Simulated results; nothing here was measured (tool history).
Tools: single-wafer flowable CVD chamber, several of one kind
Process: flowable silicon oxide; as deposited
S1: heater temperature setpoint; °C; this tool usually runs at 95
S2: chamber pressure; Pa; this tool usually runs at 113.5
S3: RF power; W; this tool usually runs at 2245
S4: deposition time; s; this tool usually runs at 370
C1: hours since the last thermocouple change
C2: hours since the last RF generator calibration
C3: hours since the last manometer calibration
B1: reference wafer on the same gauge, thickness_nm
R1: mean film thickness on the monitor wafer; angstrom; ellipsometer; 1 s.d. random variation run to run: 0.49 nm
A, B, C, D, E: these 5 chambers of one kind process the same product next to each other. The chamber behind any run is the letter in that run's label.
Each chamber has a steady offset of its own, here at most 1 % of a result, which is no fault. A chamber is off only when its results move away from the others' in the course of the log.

run   hour   S1     S2    S3   S4      C1      C2      C3      B1      R1
 1D    7.4   95  113.5  2245  370     126  2271.9  1169.5  348.92  2930.6
 2E   16.2   95  113.5  2245  370  1865.4  2025.4  2378.2  348.78  2923.2
 3B     24   95  113.5  2245  370     174  1092.4   427.4   348.7  2933.1
 4C   31.6   95  113.5  2245  370   616.5   160.7   981.9  348.86  2951.1
        35  -- chamber E: capacitance manometer re-zeroed and calibrated
 5A   39.9   95  113.5  2245  370   830.5   336.4   579.3  348.77  2939.5
 6D   49.6   95  113.5  2245  370   168.2  2314.1  1211.7   348.8  2914.3
 7B   61.9   95  113.5  2245  370   211.9  1130.3   465.3  348.65  2934.4
 8E   69.3   87   97.2  2245  370  1918.5  2078.5    34.3  348.56    3068
 9A   82.5   87   97.2  2245  370   873.1     379   621.9  348.49  3118.9
10C     96   87   97.2  2245  370   680.9   225.1  1046.3  348.34  3113.7
     106.6  -- chamber D: RF generator calibrated
11B  107.9   87   97.2  2245  370   257.9  1176.3   511.3  348.31  3096.8
12A  115.8   87   97.2  2245  370   906.4   412.3   655.2  348.28  3116.2
13D  123.6  102  113.5  2685  370   242.2    17.1  1285.7  348.21  2376.2
14C  134.3  102  113.5  2685  370   719.2   263.4  1084.6  347.98  2383.4
15E    142  102  113.5  2685  370  1991.2  2151.2     107  348.01  2367.2
16D  153.2  102  113.5  2685  370   271.8    46.7  1315.3  347.89  2368.4
17E  162.6  102  113.5  2685  370  2011.8  2171.8   127.6  347.88  2369.9
18B  172.2   95  113.5  2245  370   322.2  1240.6   575.6  347.92  2942.1
19C  182.2   95  113.5  2505  370   767.1   311.3  1132.5  347.89  2995.4
20A  194.2   95  113.5  2505  370   984.8   490.7   733.6  347.83  2974.3
21C  206.2   95  113.5  2505  370   791.1   335.3  1156.5  347.52  2985.9
22B  218.9   95  113.5  2505  370   368.9  1287.3   622.3  347.57  2977.1
     227.2  -- chamber E: thermocouple changed; heater temperature recalibrated
23D  231.6   95  113.5  2505  370   350.2   125.1  1393.7  347.43    2954
24A  244.2   95  113.5  2245  370  1034.8   540.7   783.6  347.34  2922.6
25E  255.6   95  113.5  2245  370    28.5  2264.8   220.6  347.25  2886.4
26B  268.4   95  113.5  2245  370   418.4  1336.8   671.8  347.08    2930
27D  280.7   95  126.1  2245  435   399.3   174.2  1442.8  347.08  3908.2
28A  289.3   95  126.1  2245  435  1079.9   585.8   828.7  347.21    3910
29E  296.4   95  126.1  2245  435    69.3  2305.6   261.4  346.88  3874.7
30C  308.4   95  126.1  2245  435   893.3   437.5  1258.7  346.98  3932.9
31B  319.3   95  126.1  2245  435   469.3  1387.7   722.7  346.86  3933.1
32C  326.4   95  113.5  2245  370   911.3   455.5  1276.7  346.67  2934.1
33D  332.6   95  113.5  2245  370   451.2   226.1  1494.7  346.86  2912.1
34A  345.7   95  113.5  2245  370  1136.3   642.2   885.1  346.57  2914.7

All 5 chambers run these settings next. Forecast each chamber's results:
35A  355.6  95  113.5  2245  370                   ?
35B  355.6  95  113.5  2245  370                   ?
35C  355.6  95  113.5  2245  370                   ?
35D  355.6  95  113.5  2245  370                   ?
35E  355.6  95  113.5  2245  370                   ?

run      R1
35A  2912.7
35B  2914.9
35C  2933.4
35D  2903.3
35E  2884.8

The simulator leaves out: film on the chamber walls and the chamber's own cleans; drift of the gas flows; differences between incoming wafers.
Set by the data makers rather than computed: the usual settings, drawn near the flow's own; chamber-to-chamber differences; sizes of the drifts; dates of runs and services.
